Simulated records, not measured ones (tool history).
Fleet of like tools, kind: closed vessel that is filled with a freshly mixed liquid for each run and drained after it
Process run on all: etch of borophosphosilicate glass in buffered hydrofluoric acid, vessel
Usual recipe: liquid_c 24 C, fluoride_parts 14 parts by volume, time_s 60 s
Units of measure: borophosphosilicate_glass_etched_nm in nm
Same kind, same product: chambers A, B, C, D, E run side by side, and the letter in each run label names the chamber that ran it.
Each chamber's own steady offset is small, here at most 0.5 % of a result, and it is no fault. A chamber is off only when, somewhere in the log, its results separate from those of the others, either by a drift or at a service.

run,hour,liquid_c,fluoride_parts,time_s,hours since the thermometer was replaced,hours since the hydrofluoric acid flow meter was replaced,"read-back film thickness of the borophosphosilicate glass reference wafer, read on the same gauge (nm)",borophosphosilicate_glass_etched_nm
1B,8.7,24,14,60,593.5,653,99.987,53.035
2E,21.1,24,14,60,546.3,1134.5,99.99,53.437
3A,32.4,24,14,60,457.5,1836.4,100.03,53.695
4C,40.3,24,14,60,1150.5,773.3,100.01,53.927
5D,54.4,24,14,60,1539.1,1339.7,100.01,53.623
6E,66.3,24,14,60,591.5,1179.7,100.01,54.585
7B,76.5,24,14,60,661.3,720.8,99.988,53.235
8A,89.5,24,14,60,514.6,1893.5,99.986,53.849
9D,99,24,14,60,1583.7,1384.3,100,53.504
10C,111.3,24,14,60,1221.5,844.3,100.01,54.496
11C,119.3,24,17.5,80,1229.5,852.3,100,58.109
12D,134.6,24,17.5,80,1619.3,1419.9,99.975,56.414
# hour 144.8: chamber C: thermometer replaced
13B,145.5,24,17.5,80,730.3,789.8,100.06,57.491
14E,152.8,24,17.5,80,678,1266.2,99.981,58.046
15A,167.5,24,17.5,80,592.6,1971.5,100.01,58.184
16A,183.1,24,14,60,608.2,1987.1,100.01,55.478
17B,193.1,24,14,60,777.9,837.4,100.03,54.06
18C,207.8,24,14,60,63.1,940.8,100.01,53.363
# hour 213.3: chamber B: hydrofluoric acid flow meter replaced
19E,223.1,24,14,60,748.3,1336.5,100.04,54.52
20D,236.9,24,14,60,1721.6,1522.2,100.02,53.686
21A,248.3,24,14,60,673.4,2052.3,99.993,56.231
22C,260.3,21.5,11.5,60,115.6,993.3,99.995,57.257
23E,269.1,21.5,11.5,60,794.3,1382.5,100.01,56.7
24D,283.9,21.5,11.5,60,1768.6,1569.2,99.978,57.625
25B,292.5,21.5,11.5,60,877.3,79.3,99.986,57.163
26A,307.3,21.5,11.5,60,732.4,2111.3,100,60.09
27E,320.7,24,14,60,845.9,1434.1,100.01,54.153
# hour 326.9: chamber D: hydrofluoric acid flow meter replaced
28B,333.1,28,14,60,917.9,119.9,99.971,65.573
29C,347.9,28,14,60,203.2,1080.9,99.989,66.54
30D,360,28,14,60,1844.7,33.1,99.98,66.056

The same settings go to every chamber for the next run, one line per chamber below. Forecast the results for each:
31A,371.6,24,14,70,,,,?
31B,371.6,24,14,70,,,,?
31C,371.6,24,14,70,,,,?
31D,371.6,24,14,70,,,,?
31E,371.6,24,14,70,,,,?

run,borophosphosilicate_glass_etched_nm
31A,67.145
31B,62.285
31C,62.194
31D,62.447
31E,62.851
